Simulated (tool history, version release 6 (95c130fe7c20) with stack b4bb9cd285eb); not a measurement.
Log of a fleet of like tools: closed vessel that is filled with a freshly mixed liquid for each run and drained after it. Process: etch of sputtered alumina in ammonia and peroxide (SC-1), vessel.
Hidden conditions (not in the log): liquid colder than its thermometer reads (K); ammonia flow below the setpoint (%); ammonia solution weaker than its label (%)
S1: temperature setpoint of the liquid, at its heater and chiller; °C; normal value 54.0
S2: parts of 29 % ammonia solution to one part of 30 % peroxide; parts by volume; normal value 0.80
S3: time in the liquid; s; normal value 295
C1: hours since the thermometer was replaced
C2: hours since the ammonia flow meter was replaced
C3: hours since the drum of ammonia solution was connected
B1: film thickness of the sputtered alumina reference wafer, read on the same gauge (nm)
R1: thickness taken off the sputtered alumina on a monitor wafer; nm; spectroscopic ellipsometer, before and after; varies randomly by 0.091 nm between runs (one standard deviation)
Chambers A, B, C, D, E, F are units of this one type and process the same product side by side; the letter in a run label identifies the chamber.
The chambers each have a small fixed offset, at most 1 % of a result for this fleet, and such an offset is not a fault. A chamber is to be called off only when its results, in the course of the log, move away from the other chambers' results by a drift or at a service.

run,hour,S1,S2,S3,C1,C2,C3,B1,R1
1D,7.5,54.0,0.80,295,1412.5,717.5,134.2,120.02,13.8320
2F,13.6,54.0,0.80,295,412.1,474.1,193.6,119.98,13.9110
3C,18.2,54.0,0.80,295,424.4,1505.6,670.8,119.99,13.9990
4E,22.9,54.0,0.80,295,1466.2,523.9,353.5,119.99,14.0780
5B,28.7,54.0,0.80,295,407.8,1405.5,259.3,120.02,13.9690
# hour 30.5: chamber E: new drum of ammonia solution connected
6A,35.0,54.0,0.80,440,1691.5,1216.9,340.9,120.01,20.6210
7E,41.0,54.0,0.80,440,1484.3,542.0,10.6,120.01,20.8310
8A,47.9,54.0,0.80,440,1704.4,1229.8,353.8,119.99,21.0200
9D,57.8,54.0,0.80,440,1462.8,767.8,184.5,119.97,20.3980
10F,66.7,54.0,0.80,440,465.2,527.2,246.7,119.99,20.7880
11C,74.6,54.0,0.80,440,480.8,1562.0,727.2,120.02,20.8990
12B,80.7,54.0,0.80,295,459.8,1457.5,311.3,119.99,13.9590
13F,87.9,54.0,0.80,295,486.4,548.4,267.9,119.99,13.8190
14E,95.5,54.0,0.80,295,1538.8,596.5,65.1,119.99,13.9990
15B,102.5,49.5,0.80,125,481.6,1479.3,333.1,120.00,4.6771
16D,112.8,49.5,0.80,125,1517.8,822.8,239.5,119.99,4.6090
17C,120.0,49.5,0.80,125,526.2,1607.4,772.6,120.00,4.6251
18A,130.1,49.5,0.80,125,1786.6,1312.0,436.0,119.98,4.6320
19E,140.1,49.5,0.80,125,1583.4,641.1,109.7,120.03,4.6177
20A,147.2,49.5,0.80,125,1803.7,1329.1,453.1,120.02,4.6164
21F,156.9,54.0,0.50,295,555.4,617.4,336.9,119.98,13.2680
22C,167.1,54.0,0.50,295,573.3,1654.5,819.7,119.98,13.2450
23B,175.6,54.0,0.50,295,554.7,1552.4,406.2,120.00,13.2510
24D,180.6,54.0,0.50,295,1585.6,890.6,307.3,120.02,13.1840
25E,188.5,54.0,0.50,295,1631.8,689.5,158.1,119.98,13.4990
26D,194.3,54.0,0.50,295,1599.3,904.3,321.0,120.00,13.2200
# hour 202.2: chamber F: new drum of ammonia solution connected
27A,202.9,54.0,0.80,295,1859.4,1384.8,508.8,120.00,13.8740
28F,208.8,54.0,0.80,295,607.3,669.3,6.6,119.99,14.1110
# hour 214.1: chamber E: ammonia flow meter replaced
29C,216.2,54.0,0.80,295,622.4,1703.6,868.8,119.97,13.9170
# hour 216.5: chamber D: thermometer replaced
30B,224.3,54.0,0.80,295,603.4,1601.1,454.9,119.98,13.9110
31D,231.7,60.5,0.65,295,15.3,941.7,358.4,119.99,19.1100
32A,238.4,60.5,0.65,295,1894.9,1420.3,544.3,120.05,19.0780
33E,245.9,60.5,0.65,295,1689.2,31.9,215.5,120.00,19.5210
34F,252.7,60.5,0.65,295,651.2,713.2,50.5,120.03,19.2780
35C,257.7,60.5,0.65,295,663.9,1745.1,910.3,119.97,19.3030
36B,264.5,60.5,0.65,295,643.6,1641.3,495.1,120.00,18.6850
# hour 269.8: chamber B: ammonia flow meter replaced
37A,271.5,54.0,0.80,295,1928.0,1453.4,577.4,120.00,13.8650
# hour 274.4: chamber C: new drum of ammonia solution connected
38F,280.2,54.0,0.80,295,678.7,740.7,78.0,120.01,13.9630
39B,286.5,54.0,1.10,245,665.6,16.7,517.1,119.96,11.4880
40C,293.6,54.0,1.10,245,699.8,1781.0,19.2,119.98,12.0730
41D,301.9,54.0,1.10,245,85.5,1011.9,428.6,120.01,11.9060
42E,310.1,54.0,1.10,245,1753.4,96.1,279.7,119.97,11.8760

For the next run the whole fleet of 6 chambers uses the same settings. Give each chamber's results:
43A,317.5,54.0,0.80,295,,,,,?
43B,317.5,54.0,0.80,295,,,,,?
43C,317.5,54.0,0.80,295,,,,,?
43D,317.5,54.0,0.80,295,,,,,?
43E,317.5,54.0,0.80,295,,,,,?
43F,317.5,54.0,0.80,295,,,,,?

run,R1
43A,13.9990
43B,13.4660
43C,13.9930
43D,13.9330
43E,14.1250
43F,14.0460

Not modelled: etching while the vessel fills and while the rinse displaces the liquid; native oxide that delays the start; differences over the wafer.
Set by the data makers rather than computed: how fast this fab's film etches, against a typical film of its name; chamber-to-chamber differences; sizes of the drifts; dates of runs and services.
